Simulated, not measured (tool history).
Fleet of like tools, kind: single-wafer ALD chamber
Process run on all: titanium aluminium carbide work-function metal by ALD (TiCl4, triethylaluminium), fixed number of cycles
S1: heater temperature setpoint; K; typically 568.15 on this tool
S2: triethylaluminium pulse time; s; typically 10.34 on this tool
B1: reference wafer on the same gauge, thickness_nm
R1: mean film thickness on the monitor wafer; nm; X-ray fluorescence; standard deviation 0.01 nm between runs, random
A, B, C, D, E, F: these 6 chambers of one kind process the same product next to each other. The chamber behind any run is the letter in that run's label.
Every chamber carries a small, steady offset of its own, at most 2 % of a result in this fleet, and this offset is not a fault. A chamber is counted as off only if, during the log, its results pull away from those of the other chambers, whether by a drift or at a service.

run 1A hour=9 | S1=568.15 S2=10.34 | B1=2.21 | R1=1.9796
run 2B hour=18 | S1=568.15 S2=10.34 | B1=2.2086 | R1=1.9724
run 3F hour=27.5 | S1=568.15 S2=10.34 | B1=2.2082 | R1=1.954
run 4C hour=38.2 | S1=568.15 S2=10.34 | B1=2.2111 | R1=1.9253
run 5D hour=48.8 | S1=568.15 S2=10.34 | B1=2.2112 | R1=1.9599
run 6E hour=56.5 | S1=568.15 S2=10.34 | B1=2.2082 | R1=1.9327
run 7B hour=62.4 | S1=568.15 S2=10.34 | B1=2.2081 | R1=1.9843
run 8C hour=67.4 | S1=568.15 S2=10.34 | B1=2.2109 | R1=1.9428
run 9A hour=74.4 | S1=554.15 S2=7.56 | B1=2.2126 | R1=1.7548
run 10D hour=80.8 | S1=554.15 S2=7.56 | B1=2.2102 | R1=1.7631
run 11E hour=90.4 | S1=554.15 S2=7.56 | B1=2.2108 | R1=1.7421
run 12F hour=98.4 | S1=554.15 S2=7.56 | B1=2.2101 | R1=1.7365
run 13E hour=106.1 | S1=554.15 S2=7.56 | B1=2.2112 | R1=1.7464
-- hour=111.4 chamber D: triethylaluminium bottle replaced
run 14F hour=112 | S1=554.15 S2=7.56 | B1=2.2094 | R1=1.7592
run 15D hour=118.5 | S1=568.15 S2=10.34 | B1=2.209 | R1=1.9588
run 16B hour=129.3 | S1=568.15 S2=10.34 | B1=2.2108 | R1=1.9708
run 17C hour=135 | S1=568.15 S2=10.34 | B1=2.2113 | R1=1.9265
-- hour=139.6 chamber F: triethylaluminium bottle replaced
run 18A hour=146.6 | S1=568.15 S2=10.34 | B1=2.212 | R1=1.9741
run 19C hour=157.7 | S1=568.15 S2=10.34 | B1=2.213 | R1=1.9311
run 20A hour=166.4 | S1=568.15 S2=10.34 | B1=2.2094 | R1=1.9832
run 21E hour=177 | S1=568.15 S2=10.34 | B1=2.21 | R1=1.9449
run 22B hour=183.5 | S1=568.15 S2=10.34 | B1=2.2116 | R1=1.9718
run 23F hour=188.5 | S1=568.15 S2=10.34 | B1=2.2115 | R1=1.9611
-- hour=190.9 chamber B: thermocouple changed; heater temperature recalibrated
run 24D hour=197.4 | S1=568.15 S2=10.34 | B1=2.2065 | R1=1.9628
-- hour=199.6 chamber B: triethylaluminium bottle replaced
run 25A hour=205.5 | S1=568.15 S2=10.34 | B1=2.2123 | R1=1.9658
run 26F hour=214 | S1=568.15 S2=10.34 | B1=2.2101 | R1=1.9583
run 27C hour=221.1 | S1=568.15 S2=10.34 | B1=2.2108 | R1=1.936
run 28B hour=229.1 | S1=568.15 S2=8.28 | B1=2.2068 | R1=1.8961
run 29E hour=238.9 | S1=568.15 S2=8.28 | B1=2.2091 | R1=1.9019
-- hour=239.6 chamber C: thermocouple changed; heater temperature recalibrated
run 30D hour=248.6 | S1=568.15 S2=8.28 | B1=2.2101 | R1=1.907
run 31F hour=258.1 | S1=568.15 S2=8.28 | B1=2.2089 | R1=1.8933
run 32D hour=263.7 | S1=568.15 S2=8.28 | B1=2.2065 | R1=1.9009
run 33A hour=273.2 | S1=568.15 S2=8.28 | B1=2.21 | R1=1.9179
run 34E hour=284.3 | S1=554.15 S2=7.27 | B1=2.2104 | R1=1.7164
-- hour=295.1 chamber E: thermocouple changed; heater temperature recalibrated
run 35B hour=295.7 | S1=554.15 S2=7.27 | B1=2.2086 | R1=1.7547
run 36C hour=304.3 | S1=554.15 S2=7.27 | B1=2.2079 | R1=1.7251
run 37A hour=312.5 | S1=554.15 S2=7.27 | B1=2.2137 | R1=1.7653
run 38B hour=320.8 | S1=554.15 S2=7.27 | B1=2.2084 | R1=1.7467
run 39C hour=328.9 | S1=554.15 S2=7.27 | B1=2.2105 | R1=1.718
run 40E hour=338.5 | S1=568.15 S2=10.34 | B1=2.209 | R1=1.9642
run 41F hour=346.7 | S1=568.15 S2=10.34 | B1=2.2075 | R1=1.9477
run 42D hour=354.3 | S1=555.15 S2=10.34 | B1=2.2101 | R1=1.8623
run 43A hour=360.1 | S1=555.15 S2=10.34 | B1=2.2111 | R1=1.8659

One chamber off, gauge drift, or nothing amiss beyond the chambers' own small offsets? If it is a chamber, which one, and what is the likeliest cause?

The fleet is healthy, with each chamber sitting at its usual small offset and no drift in the gauge.
